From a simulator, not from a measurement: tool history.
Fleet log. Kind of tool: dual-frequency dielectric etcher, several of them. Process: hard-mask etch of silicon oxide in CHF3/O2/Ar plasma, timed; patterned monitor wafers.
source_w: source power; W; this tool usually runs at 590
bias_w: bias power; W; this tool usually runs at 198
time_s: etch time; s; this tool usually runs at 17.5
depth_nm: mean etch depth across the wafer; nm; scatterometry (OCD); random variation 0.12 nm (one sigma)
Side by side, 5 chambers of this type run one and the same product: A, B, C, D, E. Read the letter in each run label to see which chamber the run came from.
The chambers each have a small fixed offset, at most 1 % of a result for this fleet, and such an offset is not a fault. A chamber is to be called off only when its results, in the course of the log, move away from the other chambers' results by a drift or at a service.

run   hour  source_w  bias_w  time_s  read-back reference wafer on the same gauge, depth_nm  depth_nm
 1A    4.9       590     198    17.5                                                 40.093    35.548
 2D   15.1       590     198    17.5                                                 40.065    35.466
      16.6  -- chamber B: bias power generator calibrated
 3C   21.8       590     198    17.5                                                 40.105    35.563
 4B   28.1       590     198    17.5                                                 40.119    35.260
 5E   35.2       590     198    17.5                                                 40.110    35.627
 6A   41.8       590     198    17.5                                                 40.139    35.581
 7E   49.6       590     198    17.5                                                 40.112    35.604
 8B   56.6       590     198    17.5                                                 40.100    35.515
 9D   64.5       590     198    17.5                                                 40.055    35.482
10C   71.4       590     198    17.5                                                 40.127    35.723
11D   78.7       590     198    17.5                                                 40.089    35.685
12B   83.6       590     221    17.5                                                 40.096    36.895
13C   92.7       590     221    17.5                                                 40.092    36.757
     101.0  -- chamber B: wet clean of the chamber
14E  102.3       590     221    17.5                                                 40.104    36.870
15A  111.7       590     221    17.5                                                 40.107    37.017
16B  121.0       590     221    17.5                                                 40.112    36.204
17D  129.9       590     198    17.5                                                 40.114    35.677
18E  138.6       590     198    17.5                                                 40.117    35.486
19C  143.7       590     198    17.5                                                 40.113    35.631
20A  152.9       590     198    17.5                                                 40.100    35.922
21A  159.3       590     198    17.5                                                 40.131    35.823
22D  166.6       590     198    17.5                                                 40.093    35.723
23B  171.0       590     198    17.5                                                 40.081    34.695
24E  177.4       590     198    17.5                                                 40.126    35.559
25C  186.3       590     220    17.5                                                 40.108    36.904
26C  191.6       590     220    17.5                                                 40.091    37.110
27E  197.1       590     220    17.5                                                 40.109    36.897
28D  204.4       590     220    17.5                                                 40.119    36.712
29A  212.2       590     220    17.5                                                 40.064    36.860
     213.0  -- chamber C: wet clean of the chamber
30B  216.6       590     198    17.5                                                 40.085    34.610
31C  223.7       590     198    17.5                                                 40.125    35.593
32D  230.9       590     198    17.5                                                 40.099    35.447
33E  238.5       590     198    17.5                                                 40.070    35.651
34A  246.8       590     198    17.5                                                 40.073    35.813
     249.2  -- chamber D: wet clean of the chamber
35B  255.8       590     198    17.5                                                 40.085    34.746
36D  264.3       590     198    17.5                                                 40.128    35.602
37E  273.5       590     198    17.5                                                 40.086    35.653
38C  278.6       590     198    17.5                                                 40.106    35.608

The same settings go to every chamber for the next run, one line per chamber below. Forecast the results for each:
39A  285.9       590     198    17.5                                                                ?
39B  285.9       590     198    17.5                                                                ?
39C  285.9       590     198    17.5                                                                ?
39D  285.9       590     198    17.5                                                                ?
39E  285.9       590     198    17.5                                                                ?

run  depth_nm
39A    35.806
39B    34.749
39C    35.675
39D    35.706
39E    35.643

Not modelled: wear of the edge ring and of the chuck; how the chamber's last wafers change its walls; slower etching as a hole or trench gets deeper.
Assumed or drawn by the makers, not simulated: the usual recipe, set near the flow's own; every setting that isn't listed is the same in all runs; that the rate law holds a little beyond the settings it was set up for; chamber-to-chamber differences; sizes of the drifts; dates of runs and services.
